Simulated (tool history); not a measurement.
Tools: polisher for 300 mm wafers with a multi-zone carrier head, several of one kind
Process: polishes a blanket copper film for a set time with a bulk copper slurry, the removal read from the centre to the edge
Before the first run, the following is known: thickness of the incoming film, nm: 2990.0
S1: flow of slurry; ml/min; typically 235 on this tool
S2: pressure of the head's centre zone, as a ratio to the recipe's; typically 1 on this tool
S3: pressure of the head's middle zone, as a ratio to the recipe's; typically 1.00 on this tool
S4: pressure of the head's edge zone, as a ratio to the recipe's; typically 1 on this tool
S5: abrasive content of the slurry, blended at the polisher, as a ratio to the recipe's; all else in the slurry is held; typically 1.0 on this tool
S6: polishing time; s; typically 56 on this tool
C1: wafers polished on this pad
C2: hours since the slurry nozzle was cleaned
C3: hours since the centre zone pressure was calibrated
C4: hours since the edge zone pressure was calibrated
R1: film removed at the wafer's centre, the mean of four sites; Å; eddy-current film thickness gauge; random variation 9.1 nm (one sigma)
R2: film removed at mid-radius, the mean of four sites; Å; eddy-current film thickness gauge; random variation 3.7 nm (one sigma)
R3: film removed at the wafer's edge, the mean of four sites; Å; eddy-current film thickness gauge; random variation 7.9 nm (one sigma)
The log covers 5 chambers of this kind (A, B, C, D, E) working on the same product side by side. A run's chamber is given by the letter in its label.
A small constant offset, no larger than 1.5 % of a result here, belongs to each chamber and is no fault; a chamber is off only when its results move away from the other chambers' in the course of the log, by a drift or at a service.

-- hour=4.3 chamber C: worn pad replaced by a new one
run 1A hour=11.1 | S1=235 S2=1 S3=1.00 S4=1 S5=1.0 S6=56 | C1=323 C2=76.0 C3=1230.8 C4=154.7 | R1=6129.4 R2=6049.9 R3=6054.6
-- hour=21.4 chamber E: worn pad replaced by a new one
-- hour=21.4 chamber B: worn pad replaced by a new one
run 2C hour=23.6 | S1=235 S2=1 S3=1.00 S4=1 S5=1.0 S6=56 | C1=253 C2=714.7 C3=1435.3 C4=96.0 | R1=6074.0 R2=5981.9 R3=6110.0
run 3E hour=30.4 | S1=235 S2=1 S3=1.00 S4=1 S5=1.0 S6=56 | C1=118 C2=224.2 C3=712.5 C4=741.8 | R1=6118.6 R2=6063.6 R3=6119.0
run 4D hour=36.7 | S1=235 S2=1 S3=1.00 S4=1 S5=1.0 S6=56 | C1=726 C2=689.6 C3=254.9 C4=662.6 | R1=6063.3 R2=6099.9 R3=6147.0
run 5B hour=42.7 | S1=235 S2=1 S3=1.00 S4=1 S5=1.0 S6=56 | C1=280 C2=181.9 C3=502.5 C4=802.0 | R1=6040.7 R2=6037.3 R3=6057.0
run 6A hour=54.4 | S1=235 S2=1 S3=1.00 S4=1 S5=1.0 S6=56 | C1=891 C2=119.3 C3=1274.1 C4=198.0 | R1=6116.2 R2=6062.3 R3=6357.6
-- hour=57.0 chamber A: worn pad replaced by a new one
-- hour=57.1 chamber D: worn pad replaced by a new one
run 7C hour=62.8 | S1=235 S2=1 S3=1.00 S4=1 S5=1.0 S6=56 | C1=767 C2=753.9 C3=1474.5 C4=135.2 | R1=5990.2 R2=6023.3 R3=6000.0
-- hour=69.4 chamber C: worn pad replaced by a new one
run 8B hour=71.8 | S1=235 S2=1 S3=1.00 S4=1 S5=1.0 S6=56 | C1=661 C2=211.0 C3=531.6 C4=831.1 | R1=5939.3 R2=6083.8 R3=6130.0
-- hour=77.2 chamber E: worn pad replaced by a new one
run 9D hour=79.2 | S1=235 S2=1 S3=1.00 S4=1 S5=1.0 S6=56 | C1=290 C2=732.1 C3=297.4 C4=705.1 | R1=5875.5 R2=6149.0 R3=6071.7
-- hour=86.0 chamber B: worn pad replaced by a new one
run 10E hour=90.1 | S1=235 S2=1 S3=1.00 S4=1 S5=1.0 S6=56 | C1=169 C2=283.9 C3=772.2 C4=801.5 | R1=6029.1 R2=6174.3 R3=6092.3
-- hour=90.6 chamber D: slurry nozzle cleaned
run 11B hour=97.1 | S1=265 S2=1 S3=1.00 S4=1 S5=0.7 S6=56 | C1=145 C2=236.3 C3=556.9 C4=856.4 | R1=5664.4 R2=5625.8 R3=5808.6
-- hour=101.5 chamber D: centre zone pressure recalibrated
run 12A hour=105.0 | S1=265 S2=1 S3=1.00 S4=1 S5=0.7 S6=56 | C1=630 C2=169.9 C3=1324.7 C4=248.6 | R1=5580.1 R2=5683.9 R3=5783.3
-- hour=113.5 chamber A: worn pad replaced by a new one
run 13C hour=113.7 | S1=265 S2=1 S3=1.00 S4=1 S5=0.7 S6=56 | C1=581 C2=804.8 C3=1525.4 C4=186.1 | R1=5673.7 R2=5649.3 R3=5537.9
run 14D hour=125.7 | S1=265 S2=1 S3=1.00 S4=1 S5=0.7 S6=56 | C1=900 C2=35.2 C3=24.3 C4=751.6 | R1=5821.1 R2=5729.3 R3=5782.1
run 15E hour=133.0 | S1=265 S2=1 S3=1.00 S4=1 S5=0.7 S6=56 | C1=731 C2=326.8 C3=815.1 C4=844.4 | R1=5741.3 R2=5748.6 R3=5640.0
-- hour=137.6 chamber D: worn pad replaced by a new one
run 16A hour=143.7 | S1=235 S2=1 S3=1.00 S4=1 S5=1.0 S6=56 | C1=397 C2=208.6 C3=1363.4 C4=287.3 | R1=5931.9 R2=6044.7 R3=6283.3
-- hour=144.6 chamber C: worn pad replaced by a new one
-- hour=146.0 chamber E: edge zone pressure recalibrated
-- hour=147.0 chamber B: centre zone pressure recalibrated
-- hour=148.5 chamber B: worn pad replaced by a new one
-- hour=148.8 chamber E: worn pad replaced by a new one
run 17B hour=155.0 | S1=235 S2=1 S3=1.00 S4=1 S5=1.0 S6=56 | C1=85 C2=294.2 C3=8.1 C4=914.3 | R1=5993.8 R2=6022.5 R3=5828.1
-- hour=163.9 chamber E: centre zone pressure recalibrated
run 18D hour=165.4 | S1=235 S2=1 S3=1.00 S4=1 S5=1.0 S6=56 | C1=365 C2=74.9 C3=64.0 C4=791.3 | R1=6020.1 R2=6071.9 R3=5957.1
run 19E hour=171.8 | S1=235 S2=1 S3=1.00 S4=1 S5=1.0 S6=56 | C1=301 C2=365.6 C3=7.9 C4=25.8 | R1=6177.2 R2=6093.5 R3=5965.0
run 20C hour=180.2 | S1=235 S2=1 S3=1.00 S4=1 S5=1.0 S6=56 | C1=466 C2=871.3 C3=1591.9 C4=252.6 | R1=5967.1 R2=5980.3 R3=5879.3
-- hour=181.2 chamber A: worn pad replaced by a new one
run 21C hour=187.8 | S1=235 S2=1 S3=1.00 S4=1 S5=1.0 S6=56 | C1=566 C2=878.9 C3=1599.5 C4=260.2 | R1=6115.5 R2=6066.0 R3=6063.4
-- hour=188.9 chamber C: centre zone pressure recalibrated
run 22E hour=194.4 | S1=235 S2=1 S3=1.00 S4=1 S5=1.0 S6=56 | C1=597 C2=388.2 C3=30.5 C4=48.4 | R1=5987.1 R2=6185.5 R3=5935.7
run 23A hour=200.8 | S1=235 S2=1 S3=1.00 S4=1 S5=1.0 S6=56 | C1=257 C2=265.7 C3=1420.5 C4=344.4 | R1=6134.0 R2=6046.1 R3=6173.9
-- hour=201.0 chamber D: worn pad replaced by a new one
-- hour=202.9 chamber B: worn pad replaced by a new one
run 24B hour=208.9 | S1=235 S2=1 S3=1.00 S4=1 S5=1.0 S6=56 | C1=79 C2=348.1 C3=62.0 C4=968.2 | R1=6090.1 R2=5982.2 R3=6208.1
-- hour=215.0 chamber E: worn pad replaced by a new one
run 25D hour=215.6 | S1=235 S2=1 S3=1.00 S4=1 S5=1.0 S6=56 | C1=191 C2=125.1 C3=114.2 C4=841.5 | R1=6006.4 R2=6077.5 R3=6117.3
-- hour=225.6 chamber C: worn pad replaced by a new one
run 26C hour=227.7 | S1=235 S2=1 S3=0.94 S4=1 S5=1.0 S6=56 | C1=28 C2=918.8 C3=38.9 C4=300.1 | R1=5397.3 R2=5703.8 R3=5922.5
-- hour=237.9 chamber C: slurry nozzle cleaned
run 27E hour=239.2 | S1=235 S2=1 S3=0.94 S4=1 S5=1.0 S6=56 | C1=317 C2=433.0 C3=75.3 C4=93.2 | R1=6140.3 R2=5783.9 R3=6075.3
run 28D hour=251.3 | S1=235 S2=1 S3=0.94 S4=1 S5=1.0 S6=56 | C1=659 C2=160.8 C3=149.9 C4=877.2 | R1=6102.8 R2=5770.4 R3=5968.4
-- hour=253.9 chamber A: worn pad replaced by a new one
-- hour=258.8 chamber A: slurry nozzle cleaned
run 29A hour=263.9 | S1=235 S2=1 S3=0.94 S4=1 S5=1.0 S6=56 | C1=131 C2=5.2 C3=1483.6 C4=407.5 | R1=6095.6 R2=5626.4 R3=6153.4
run 30B hour=270.6 | S1=235 S2=1 S3=0.94 S4=1 S5=1.0 S6=56 | C1=888 C2=409.8 C3=123.7 C4=1029.9 | R1=5997.6 R2=5675.3 R3=5865.3
-- hour=271.6 chamber D: worn pad replaced by a new one
-- hour=276.3 chamber B: worn pad replaced by a new one
run 31D hour=277.0 | S1=235 S2=1 S3=1.00 S4=1 S5=1.0 S6=56 | C1=71 C2=186.5 C3=175.6 C4=902.9 | R1=6026.1 R2=6075.3 R3=6001.3
-- hour=281.8 chamber E: worn pad replaced by a new one
run 32B hour=285.8 | S1=235 S2=1 S3=1.00 S4=1 S5=1.0 S6=56 | C1=124 C2=425.0 C3=138.9 C4=1045.1 | R1=6032.4 R2=5953.4 R3=5979.9
-- hour=294.3 chamber C: worn pad replaced by a new one
-- hour=295.1 chamber A: centre zone pressure recalibrated
run 33C hour=298.0 | S1=235 S2=1 S3=1.00 S4=1 S5=1.0 S6=56 | C1=49 C2=60.2 C3=109.2 C4=370.4 | R1=5543.4 R2=6060.2 R3=5938.9
run 34E hour=307.1 | S1=235 S2=1 S3=1.00 S4=1 S5=1.0 S6=56 | C1=332 C2=500.9 C3=143.2 C4=161.1 | R1=6187.4 R2=6118.9 R3=6026.9
-- hour=309.1 chamber A: worn pad replaced by a new one
run 35A hour=316.6 | S1=235 S2=1 S3=1.00 S4=1 S5=1.0 S6=56 | C1=98 C2=57.9 C3=21.5 C4=460.2 | R1=6002.0 R2=5977.3 R3=6018.8

All 5 chambers run these settings next. Forecast each chamber's results:
run 36A hour=325.6 | S1=300 S2=1 S3=1.00 S4=1 S5=1.0 S6=56 | R1=? R2=? R3=?
run 36B hour=325.6 | S1=300 S2=1 S3=1.00 S4=1 S5=1.0 S6=56 | R1=? R2=? R3=?
run 36C hour=325.6 | S1=300 S2=1 S3=1.00 S4=1 S5=1.0 S6=56 | R1=? R2=? R3=?
run 36D hour=325.6 | S1=300 S2=1 S3=1.00 S4=1 S5=1.0 S6=56 | R1=? R2=? R3=?
run 36E hour=325.6 | S1=300 S2=1 S3=1.00 S4=1 S5=1.0 S6=56 | R1=? R2=? R3=?

run=36A R1=6196.7 R2=6194.5 R3=6311.0
run=36B R1=6170.0 R2=6203.1 R3=6053.0
run=36C R1=5418.9 R2=6215.5 R3=6088.8
run=36D R1=6231.6 R2=6269.0 R3=6042.7
run=36E R1=6326.0 R2=6289.9 R3=6270.9
